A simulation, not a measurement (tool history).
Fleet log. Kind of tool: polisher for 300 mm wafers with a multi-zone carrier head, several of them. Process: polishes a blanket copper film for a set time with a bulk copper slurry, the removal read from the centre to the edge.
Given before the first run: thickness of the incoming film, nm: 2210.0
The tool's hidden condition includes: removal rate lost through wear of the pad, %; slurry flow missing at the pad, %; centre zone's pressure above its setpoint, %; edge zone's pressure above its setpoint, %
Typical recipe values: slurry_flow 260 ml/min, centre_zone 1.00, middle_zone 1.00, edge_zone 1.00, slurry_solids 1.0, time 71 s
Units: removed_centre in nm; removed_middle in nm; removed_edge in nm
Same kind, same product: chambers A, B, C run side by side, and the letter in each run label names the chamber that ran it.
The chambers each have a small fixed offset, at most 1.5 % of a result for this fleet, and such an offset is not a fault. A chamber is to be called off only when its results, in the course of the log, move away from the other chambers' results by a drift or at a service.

| run | day | slurry_flow | centre_zone | middle_zone | edge_zone | slurry_solids | time | wafers polished on this pad | hours since the slurry nozzle was cleaned | hours since the centre zone pressure was calibrated | hours since the edge zone pressure was calibrated | removed_centre | removed_middle | removed_edge |
|---|---|---|---|---|---|---|---|---|---|---|---|---|---|---|
|  | 0.042 | chamber C: edge zone pressure recalibrated |
| 1A | 0.154 | 260 | 1.00 | 1.00 | 1.00 | 1.0 | 71 | 557 | 178.2 | 354.6 | 208.1 | 808.06 | 815.50 | 816.55 |
|  | 0.242 | chamber C: worn pad replaced by a new one |
| 2B | 0.246 | 260 | 1.00 | 1.00 | 1.00 | 1.0 | 71 | 823 | 332.7 | 333.2 | 482.4 | 827.93 | 819.94 | 815.71 |
| 3C | 0.400 | 260 | 1.00 | 1.00 | 1.00 | 1.0 | 71 | 51 | 377.3 | 980.4 | 8.6 | 808.53 | 829.43 | 839.79 |
| 4C | 0.512 | 260 | 1.00 | 1.00 | 1.00 | 1.0 | 71 | 87 | 380.0 | 983.1 | 11.3 | 819.69 | 820.95 | 826.70 |
| 5B | 0.688 | 260 | 1.00 | 1.00 | 1.00 | 1.0 | 71 | 965 | 343.3 | 343.8 | 493.0 | 813.36 | 820.01 | 822.18 |
|  | 0.846 | chamber B: worn pad replaced by a new one |
| 6A | 0.883 | 260 | 1.00 | 1.00 | 1.00 | 1.0 | 71 | 791 | 195.7 | 372.1 | 225.6 | 822.47 | 826.79 | 804.10 |
|  | 0.912 | chamber A: worn pad replaced by a new one |
| 7C | 1.021 | 260 | 1.00 | 1.00 | 1.00 | 1.0 | 71 | 249 | 392.2 | 995.3 | 23.5 | 807.49 | 813.40 | 827.18 |
|  | 1.125 | chamber C: centre zone pressure recalibrated |
| 8A | 1.158 | 260 | 1.00 | 1.00 | 1.00 | 1.0 | 71 | 79 | 202.3 | 378.7 | 232.2 | 807.52 | 806.14 | 823.23 |
| 9B | 1.350 | 260 | 1.00 | 1.00 | 1.00 | 1.0 | 71 | 162 | 359.2 | 359.7 | 508.9 | 821.55 | 827.14 | 814.92 |
| 10C | 1.525 | 260 | 1.00 | 1.00 | 1.00 | 1.0 | 71 | 411 | 404.3 | 9.7 | 35.6 | 814.10 | 826.34 | 819.94 |
|  | 1.596 | chamber C: slurry nozzle cleaned |
| 11A | 1.642 | 260 | 1.00 | 1.00 | 1.00 | 1.0 | 71 | 234 | 213.9 | 390.3 | 243.8 | 808.44 | 809.44 | 813.82 |
| 12B | 1.758 | 260 | 1.00 | 1.00 | 1.00 | 1.0 | 71 | 292 | 369.0 | 369.5 | 518.7 | 831.44 | 798.39 | 807.97 |
| 13B | 1.933 | 260 | 1.00 | 1.00 | 1.00 | 1.0 | 71 | 348 | 373.2 | 373.7 | 522.9 | 813.29 | 803.86 | 821.87 |
| 14C | 2.108 | 260 | 1.00 | 1.00 | 1.00 | 1.0 | 71 | 597 | 12.4 | 23.7 | 49.6 | 819.97 | 808.58 | 832.97 |
| 15A | 2.308 | 260 | 1.00 | 1.00 | 1.00 | 1.0 | 71 | 447 | 229.9 | 406.3 | 259.8 | 814.09 | 831.76 | 824.94 |
| 16C | 2.450 | 260 | 1.00 | 1.00 | 1.00 | 1.0 | 71 | 706 | 20.6 | 31.9 | 57.8 | 815.72 | 797.48 | 823.14 |
| 17A | 2.575 | 260 | 1.00 | 1.00 | 1.00 | 1.0 | 71 | 532 | 236.3 | 412.7 | 266.2 | 811.57 | 805.95 | 817.70 |
| 18B | 2.662 | 260 | 1.00 | 1.00 | 1.00 | 1.0 | 71 | 582 | 390.7 | 391.2 | 540.4 | 804.68 | 805.65 | 818.89 |
| 19C | 2.829 | 260 | 1.00 | 1.00 | 1.00 | 1.0 | 71 | 828 | 29.7 | 41.0 | 66.9 | 813.02 | 804.13 | 822.01 |
|  | 2.867 | chamber C: worn pad replaced by a new one |
| 20A | 3.025 | 260 | 1.00 | 1.00 | 1.00 | 1.0 | 71 | 676 | 247.1 | 423.5 | 277.0 | 823.03 | 818.58 | 822.76 |
| 21B | 3.196 | 260 | 1.00 | 1.00 | 1.00 | 1.0 | 71 | 752 | 403.5 | 404.0 | 553.2 | 821.89 | 797.27 | 823.61 |
| 22C | 3.388 | 260 | 1.00 | 1.00 | 1.00 | 1.0 | 71 | 167 | 43.1 | 54.4 | 80.3 | 819.72 | 811.17 | 823.73 |
|  | 3.571 | chamber B: worn pad replaced by a new one |
|  | 3.575 | chamber A: centre zone pressure recalibrated |
| 23A | 3.592 | 260 | 1.00 | 1.00 | 1.00 | 1.0 | 71 | 857 | 260.7 | 0.4 | 290.6 | 883.76 | 807.25 | 819.25 |
| 24B | 3.717 | 260 | 1.00 | 1.00 | 1.00 | 1.0 | 71 | 47 | 416.0 | 416.5 | 565.7 | 828.98 | 807.51 | 827.82 |
|  | 3.771 | chamber A: worn pad replaced by a new one |
| 25B | 3.812 | 260 | 1.00 | 1.00 | 1.00 | 1.0 | 71 | 77 | 418.3 | 418.8 | 568.0 | 806.25 | 808.08 | 817.77 |
| 26C | 3.975 | 260 | 1.00 | 1.00 | 1.00 | 1.0 | 71 | 354 | 57.2 | 68.5 | 94.4 | 815.40 | 826.03 | 831.21 |
| 27A | 4.167 | 260 | 1.00 | 1.00 | 1.00 | 1.0 | 71 | 127 | 274.5 | 14.2 | 304.4 | 882.89 | 803.01 | 839.54 |
| 28B | 4.312 | 260 | 1.00 | 1.00 | 1.00 | 1.0 | 71 | 237 | 430.3 | 430.8 | 580.0 | 812.23 | 807.60 | 838.87 |
| 29C | 4.429 | 260 | 1.00 | 1.00 | 1.00 | 1.0 | 71 | 500 | 68.1 | 79.4 | 105.3 | 818.63 | 820.64 | 818.05 |
| 30A | 4.554 | 260 | 1.00 | 1.00 | 1.00 | 1.0 | 71 | 251 | 283.8 | 23.5 | 313.7 | 883.20 | 802.65 | 827.35 |
| 31C | 4.725 | 260 | 1.00 | 1.00 | 1.00 | 1.3 | 71 | 594 | 75.2 | 86.5 | 112.4 | 867.06 | 861.04 | 863.79 |
| 32A | 4.854 | 260 | 1.00 | 1.00 | 1.00 | 1.3 | 71 | 347 | 291.0 | 30.7 | 320.9 | 924.04 | 869.11 | 862.36 |
| 33B | 5.025 | 260 | 1.00 | 1.00 | 1.00 | 1.3 | 71 | 465 | 447.4 | 447.9 | 597.1 | 885.38 | 872.26 | 869.02 |
| 34A | 5.188 | 260 | 1.00 | 1.00 | 1.00 | 1.0 | 71 | 453 | 299.0 | 38.7 | 328.9 | 864.15 | 808.48 | 820.55 |
| 35B | 5.392 | 260 | 1.00 | 1.00 | 1.00 | 1.0 | 71 | 582 | 456.2 | 456.7 | 605.9 | 814.79 | 821.89 | 811.46 |
| 36C | 5.579 | 260 | 1.00 | 1.00 | 1.00 | 1.0 | 71 | 868 | 95.7 | 107.0 | 132.9 | 812.48 | 819.09 | 839.46 |
| 37A | 5.712 | 260 | 1.00 | 1.00 | 1.00 | 1.0 | 71 | 621 | 311.6 | 51.3 | 341.5 | 886.43 | 814.91 | 816.71 |
| 38C | 5.862 | 260 | 1.00 | 1.00 | 1.00 | 1.0 | 71 | 958 | 102.5 | 113.8 | 139.7 | 803.75 | 804.26 | 824.88 |
| 39B | 6.054 | 260 | 1.00 | 1.00 | 1.07 | 1.0 | 50 | 794 | 472.1 | 472.6 | 621.8 | 577.85 | 583.09 | 590.81 |
|  | 6.192 | chamber C: worn pad replaced by a new one |
| 40C | 6.200 | 260 | 1.00 | 1.00 | 1.07 | 1.0 | 50 | 3 | 110.6 | 121.9 | 147.8 | 576.60 | 573.67 | 590.75 |
| 41B | 6.317 | 260 | 1.00 | 1.00 | 1.07 | 1.0 | 50 | 878 | 478.4 | 478.9 | 628.1 | 576.02 | 580.70 | 590.07 |
| 42A | 6.438 | 260 | 1.00 | 1.00 | 1.00 | 1.0 | 71 | 853 | 329.0 | 68.7 | 358.9 | 870.33 | 822.84 | 829.05 |
| 43B | 6.533 | 260 | 0.96 | 1.00 | 1.00 | 1.2 | 71 | 948 | 483.6 | 484.1 | 633.3 | 819.51 | 842.00 | 854.59 |

One chamber off, gauge drift, or nothing amiss beyond the chambers' own small offsets? If it is a chamber, which one, and what is the likeliest cause?

Chamber A came out of a service off from its peers and stayed that way.
Most likely cause: centre zone's pressure above its setpoint, % = 6.66.

Chamber A could run next with any of the 4 candidate recipes listed below; each alters the usual settings, and their results appear as question marks. Which one brings its results back in line with what the other chambers deliver on the usual settings?
A result is in line if it is within this distance of the other chambers' mean on the usual settings: removed_centre 33.00 nm; removed_middle 34.00 nm; removed_edge 38.00 nm
| 44A-1 | 6.683 | 270 | 1.11 | 0.99 | 0.96 | 1.0 | 72 |  |  |  |  | ? | ? | ? |
| 44A-2 | 6.683 | 250 | 0.89 | 1.01 | 1.04 | 1.0 | 70 |  |  |  |  | ? | ? | ? |
| 44A-3 | 6.683 | 265 | 1.06 | 0.99 | 0.98 | 1.0 | 71 |  |  |  |  | ? | ? | ? |
| 44A-4 | 6.683 | 255 | 0.94 | 1.01 | 1.02 | 1.0 | 71 |  |  |  |  | ? | ? | ? |

Usual-settings mean across the other chambers: removed_centre 816.56 nm; removed_middle 814.62 nm; removed_edge 821.78 nm
| run | removed_centre | removed_middle | removed_edge |
|---|---|---|---|
| 44A-1 | 1000.60 | 819.05 | 820.85 |
| 44A-2 | 754.79 | 804.84 | 826.43 |
| 44A-3 | 935.99 | 806.26 | 816.83 |
| 44A-4 | 815.80 | 817.98 | 831.11 |
The right change is 44A-4: it brings the chamber back within the allowed miss of the others.
